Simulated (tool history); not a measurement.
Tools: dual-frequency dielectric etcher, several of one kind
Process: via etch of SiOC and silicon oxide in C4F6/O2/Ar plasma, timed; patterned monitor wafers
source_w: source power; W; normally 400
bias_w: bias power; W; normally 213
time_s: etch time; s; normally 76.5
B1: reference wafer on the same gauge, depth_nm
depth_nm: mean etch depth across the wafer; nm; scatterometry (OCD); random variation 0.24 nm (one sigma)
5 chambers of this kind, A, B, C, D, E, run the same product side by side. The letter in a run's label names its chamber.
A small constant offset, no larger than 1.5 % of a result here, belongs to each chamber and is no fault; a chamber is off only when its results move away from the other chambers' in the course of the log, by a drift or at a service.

{"run": "1A", "hour": 10.1, "source_w": 400, "bias_w": 213, "time_s": 76.5, "B1": 79.492, "depth_nm": 91.443}
{"run": "2B", "hour": 20.4, "source_w": 400, "bias_w": 213, "time_s": 76.5, "B1": 79.499, "depth_nm": 91.176}
{"run": "3D", "hour": 32.1, "source_w": 400, "bias_w": 213, "time_s": 76.5, "B1": 79.537, "depth_nm": 91.409}
{"run": "4C", "hour": 37.6, "source_w": 400, "bias_w": 213, "time_s": 76.5, "B1": 79.461, "depth_nm": 91.425}
{"run": "5E", "hour": 45.7, "source_w": 400, "bias_w": 213, "time_s": 76.5, "B1": 79.537, "depth_nm": 92.244}
{"run": "6E", "hour": 53.5, "source_w": 400, "bias_w": 213, "time_s": 76.5, "B1": 79.482, "depth_nm": 91.954}
{"run": "7D", "hour": 59.6, "source_w": 400, "bias_w": 213, "time_s": 76.5, "B1": 79.503, "depth_nm": 91.362}
{"run": "8C", "hour": 65.2, "source_w": 400, "bias_w": 213, "time_s": 76.5, "B1": 79.46, "depth_nm": 90.878}
{"run": "9B", "hour": 73.5, "source_w": 400, "bias_w": 213, "time_s": 76.5, "B1": 79.516, "depth_nm": 90.693}
{"run": "10A", "hour": 83.3, "source_w": 400, "bias_w": 213, "time_s": 76.5, "B1": 79.512, "depth_nm": 91.994}
{"run": "11E", "hour": 91.0, "source_w": 400, "bias_w": 213, "time_s": 76.5, "B1": 79.514, "depth_nm": 92.322}
{"run": "12A", "hour": 98.1, "source_w": 490, "bias_w": 213, "time_s": 76.5, "B1": 79.483, "depth_nm": 99.346}
{"hour": 105.6, "done": "chamber C: wet clean of the chamber"}
{"run": "13C", "hour": 107.7, "source_w": 490, "bias_w": 213, "time_s": 76.5, "B1": 79.497, "depth_nm": 98.558}
{"run": "14B", "hour": 114.6, "source_w": 490, "bias_w": 213, "time_s": 76.5, "B1": 79.451, "depth_nm": 98.059}
{"run": "15D", "hour": 123.0, "source_w": 490, "bias_w": 213, "time_s": 76.5, "B1": 79.458, "depth_nm": 98.591}
{"run": "16D", "hour": 130.2, "source_w": 490, "bias_w": 213, "time_s": 76.5, "B1": 79.489, "depth_nm": 98.841}
{"run": "17C", "hour": 135.6, "source_w": 400, "bias_w": 213, "time_s": 76.5, "B1": 79.492, "depth_nm": 91.096}
{"run": "18A", "hour": 144.8, "source_w": 400, "bias_w": 213, "time_s": 76.5, "B1": 79.563, "depth_nm": 92.792}
{"run": "19E", "hour": 150.8, "source_w": 400, "bias_w": 213, "time_s": 76.5, "B1": 79.5, "depth_nm": 92.282}
{"hour": 154.7, "done": "chamber B: wet clean of the chamber"}
{"run": "20B", "hour": 156.9, "source_w": 400, "bias_w": 213, "time_s": 76.5, "B1": 79.465, "depth_nm": 90.591}
{"run": "21E", "hour": 163.2, "source_w": 400, "bias_w": 239, "time_s": 76.5, "B1": 79.487, "depth_nm": 96.454}
{"run": "22A", "hour": 168.8, "source_w": 400, "bias_w": 239, "time_s": 76.5, "B1": 79.487, "depth_nm": 96.489}
{"hour": 171.3, "done": "chamber D: wet clean of the chamber"}
{"run": "23D", "hour": 174.1, "source_w": 400, "bias_w": 239, "time_s": 76.5, "B1": 79.522, "depth_nm": 95.308}
{"run": "24C", "hour": 185.6, "source_w": 400, "bias_w": 239, "time_s": 76.5, "B1": 79.498, "depth_nm": 94.78}
{"run": "25B", "hour": 191.5, "source_w": 400, "bias_w": 239, "time_s": 76.5, "B1": 79.527, "depth_nm": 94.478}
{"run": "26B", "hour": 196.8, "source_w": 400, "bias_w": 213, "time_s": 76.5, "B1": 79.538, "depth_nm": 90.488}
{"run": "27A", "hour": 207.4, "source_w": 400, "bias_w": 213, "time_s": 76.5, "B1": 79.484, "depth_nm": 93.365}
{"run": "28E", "hour": 217.1, "source_w": 400, "bias_w": 213, "time_s": 76.5, "B1": 79.482, "depth_nm": 92.33}
{"run": "29C", "hour": 224.5, "source_w": 440, "bias_w": 213, "time_s": 65, "B1": 79.479, "depth_nm": 80.451}
{"run": "30D", "hour": 235.3, "source_w": 440, "bias_w": 213, "time_s": 65, "B1": 79.5, "depth_nm": 80.608}
{"run": "31A", "hour": 242.8, "source_w": 440, "bias_w": 213, "time_s": 65, "B1": 79.484, "depth_nm": 81.806}
{"hour": 250.3, "done": "chamber C: source power generator calibrated"}
{"run": "32C", "hour": 254.6, "source_w": 440, "bias_w": 213, "time_s": 65, "B1": 79.471, "depth_nm": 80.608}
{"run": "33E", "hour": 264.9, "source_w": 440, "bias_w": 213, "time_s": 65, "B1": 79.522, "depth_nm": 81.278}
{"run": "34D", "hour": 273.1, "source_w": 400, "bias_w": 213, "time_s": 76.5, "B1": 79.482, "depth_nm": 91.221}
{"run": "35B", "hour": 279.5, "source_w": 400, "bias_w": 213, "time_s": 76.5, "B1": 79.473, "depth_nm": 91.192}
{"run": "36A", "hour": 287.4, "source_w": 400, "bias_w": 213, "time_s": 76.5, "B1": 79.553, "depth_nm": 93.278}
{"run": "37D", "hour": 295.3, "source_w": 400, "bias_w": 213, "time_s": 76.5, "B1": 79.482, "depth_nm": 91.219}
{"run": "38C", "hour": 304.5, "source_w": 400, "bias_w": 213, "time_s": 76.5, "B1": 79.445, "depth_nm": 91.064}
{"run": "39B", "hour": 312.9, "source_w": 400, "bias_w": 213, "time_s": 76.5, "B1": 79.535, "depth_nm": 90.411}
{"run": "40E", "hour": 321.6, "source_w": 400, "bias_w": 213, "time_s": 76.5, "B1": 79.5, "depth_nm": 92.666}
{"run": "41C", "hour": 332.3, "source_w": 400, "bias_w": 213, "time_s": 76.5, "B1": 79.519, "depth_nm": 91.094}
{"run": "42B", "hour": 342.9, "source_w": 400, "bias_w": 213, "time_s": 76.5, "B1": 79.544, "depth_nm": 91.037}

Predict what each chamber gives when all 5 of them run the settings below next.
{"run": "43A", "hour": 351.5, "source_w": 400, "bias_w": 213, "time_s": 76.5, "depth_nm": "?"}
{"run": "43B", "hour": 351.5, "source_w": 400, "bias_w": 213, "time_s": 76.5, "depth_nm": "?"}
{"run": "43C", "hour": 351.5, "source_w": 400, "bias_w": 213, "time_s": 76.5, "depth_nm": "?"}
{"run": "43D", "hour": 351.5, "source_w": 400, "bias_w": 213, "time_s": 76.5, "depth_nm": "?"}
{"run": "43E", "hour": 351.5, "source_w": 400, "bias_w": 213, "time_s": 76.5, "depth_nm": "?"}

run=43A depth_nm=93.713
run=43B depth_nm=90.82
run=43C depth_nm=90.974
run=43D depth_nm=91.37
run=43E depth_nm=92.255
